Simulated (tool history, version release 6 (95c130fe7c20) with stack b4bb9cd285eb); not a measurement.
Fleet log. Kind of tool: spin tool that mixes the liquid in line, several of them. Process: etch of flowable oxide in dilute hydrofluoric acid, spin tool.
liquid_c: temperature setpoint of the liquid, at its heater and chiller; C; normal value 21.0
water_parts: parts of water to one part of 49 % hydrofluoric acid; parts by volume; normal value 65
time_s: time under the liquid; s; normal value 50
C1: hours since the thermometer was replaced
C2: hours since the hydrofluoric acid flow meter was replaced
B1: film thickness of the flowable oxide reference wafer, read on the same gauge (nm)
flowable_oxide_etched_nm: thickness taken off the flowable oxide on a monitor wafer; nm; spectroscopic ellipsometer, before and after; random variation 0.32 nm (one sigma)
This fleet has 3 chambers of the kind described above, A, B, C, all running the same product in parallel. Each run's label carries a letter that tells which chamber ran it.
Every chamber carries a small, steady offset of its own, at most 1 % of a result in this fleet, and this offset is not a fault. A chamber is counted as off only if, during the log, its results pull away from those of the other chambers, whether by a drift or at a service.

Run 1C, hour 6.4: usual settings; C1 479.3; C2 236.3; B1 39.993. Result: flowable_oxide_etched_nm 49.496 nm.
Run 2A, hour 15.9: usual settings; C1 290.5; C2 545.4; B1 40.001. Result: flowable_oxide_etched_nm 49.068 nm.
Run 3B, hour 24.2: usual settings; C1 351.1; C2 811.2; B1 40.001. Result: flowable_oxide_etched_nm 48.024 nm.
Run 4C, hour 30.3: usual settings; C1 503.2; C2 260.2; B1 40.012. Result: flowable_oxide_etched_nm 49.309 nm.
Run 5A, hour 36.9: usual settings; C1 311.5; C2 566.4; B1 39.994. Result: flowable_oxide_etched_nm 49.409 nm.
Run 6B, hour 44.8: usual settings; C1 371.7; C2 831.8; B1 40.020. Result: flowable_oxide_etched_nm 48.306 nm.
Run 7A, hour 52.6: usual settings; C1 327.2; C2 582.1; B1 40.031. Result: flowable_oxide_etched_nm 48.839 nm.
Run 8C, hour 63.8: usual settings; C1 536.7; C2 293.7; B1 40.053. Result: flowable_oxide_etched_nm 48.367 nm.
Run 9B, hour 70.2: usual settings but time_s 35 s; C1 397.1; C2 857.2; B1 40.010. Result: flowable_oxide_etched_nm 33.642 nm.
Run 10A, hour 79.7: usual settings but time_s 35 s; C1 354.3; C2 609.2; B1 40.012. Result: flowable_oxide_etched_nm 34.090 nm.
Run 11B, hour 88.6: usual settings but time_s 35 s; C1 415.5; C2 875.6; B1 40.001. Result: flowable_oxide_etched_nm 33.607 nm.
Run 12C, hour 96.9: usual settings; C1 569.8; C2 326.8; B1 40.049. Result: flowable_oxide_etched_nm 48.950 nm.
Run 13C, hour 105.9: usual settings; C1 578.8; C2 335.8; B1 39.977. Result: flowable_oxide_etched_nm 49.226 nm.
Run 14B, hour 111.4: usual settings; C1 438.3; C2 898.4; B1 39.982. Result: flowable_oxide_etched_nm 48.338 nm.
Run 15A, hour 119.9: usual settings; C1 394.5; C2 649.4; B1 40.042. Result: flowable_oxide_etched_nm 47.975 nm.
Run 16A, hour 129.1: usual settings; C1 403.7; C2 658.6; B1 39.993. Result: flowable_oxide_etched_nm 47.747 nm.
Run 17B, hour 136.7: usual settings; C1 463.6; C2 923.7; B1 39.942. Result: flowable_oxide_etched_nm 48.842 nm.
At hour 146.1: chamber C: thermometer replaced.
Run 18C, hour 147.5: usual settings but liquid_c 18.0 C; C1 1.5; C2 377.4; B1 39.963. Result: flowable_oxide_etched_nm 43.039 nm.
Run 19A, hour 160.0: usual settings but liquid_c 18.0 C; C1 434.6; C2 689.5; B1 40.016. Result: flowable_oxide_etched_nm 41.956 nm.
Run 20C, hour 167.0: usual settings but liquid_c 18.0 C; C1 21.0; C2 396.9; B1 40.000. Result: flowable_oxide_etched_nm 43.176 nm.
Run 21B, hour 178.9: usual settings; C1 505.8; C2 965.9; B1 40.043. Result: flowable_oxide_etched_nm 48.232 nm.
Run 22B, hour 188.9: usual settings; C1 515.8; C2 975.9; B1 39.964. Result: flowable_oxide_etched_nm 48.578 nm.
Run 23C, hour 195.3: usual settings; C1 49.3; C2 425.2; B1 39.985. Result: flowable_oxide_etched_nm 49.077 nm.
Run 24A, hour 207.3: usual settings; C1 481.9; C2 736.8; B1 39.966. Result: flowable_oxide_etched_nm 46.702 nm.
Run 25A, hour 213.0: usual settings; C1 487.6; C2 742.5; B1 40.046. Result: flowable_oxide_etched_nm 46.994 nm.
Run 26B, hour 221.2: usual settings but liquid_c 18.5 C, time_s 60 s; C1 548.1; C2 1008.2; B1 40.032. Result: flowable_oxide_etched_nm 52.838 nm.
Run 27C, hour 227.3: usual settings but liquid_c 18.5 C, time_s 60 s; C1 81.3; C2 457.2; B1 39.978. Result: flowable_oxide_etched_nm 52.874 nm.
Run 28B, hour 238.8: usual settings but liquid_c 18.5 C, time_s 60 s; C1 565.7; C2 1025.8; B1 40.037. Result: flowable_oxide_etched_nm 52.701 nm.
Run 29A, hour 247.4: usual settings; C1 522.0; C2 776.9; B1 40.044. Result: flowable_oxide_etched_nm 45.916 nm.

All chambers now run identical settings, listed one chamber a line with results as question marks. What results will each chamber show?
Run 30A, hour 256.4: usual settings. Result: flowable_oxide_etched_nm ?.
Run 30B, hour 256.4: usual settings. Result: flowable_oxide_etched_nm ?.
Run 30C, hour 256.4: usual settings. Result: flowable_oxide_etched_nm ?.

run  flowable_oxide_etched_nm
30A                    46.491
30B                    48.328
30C                    49.528
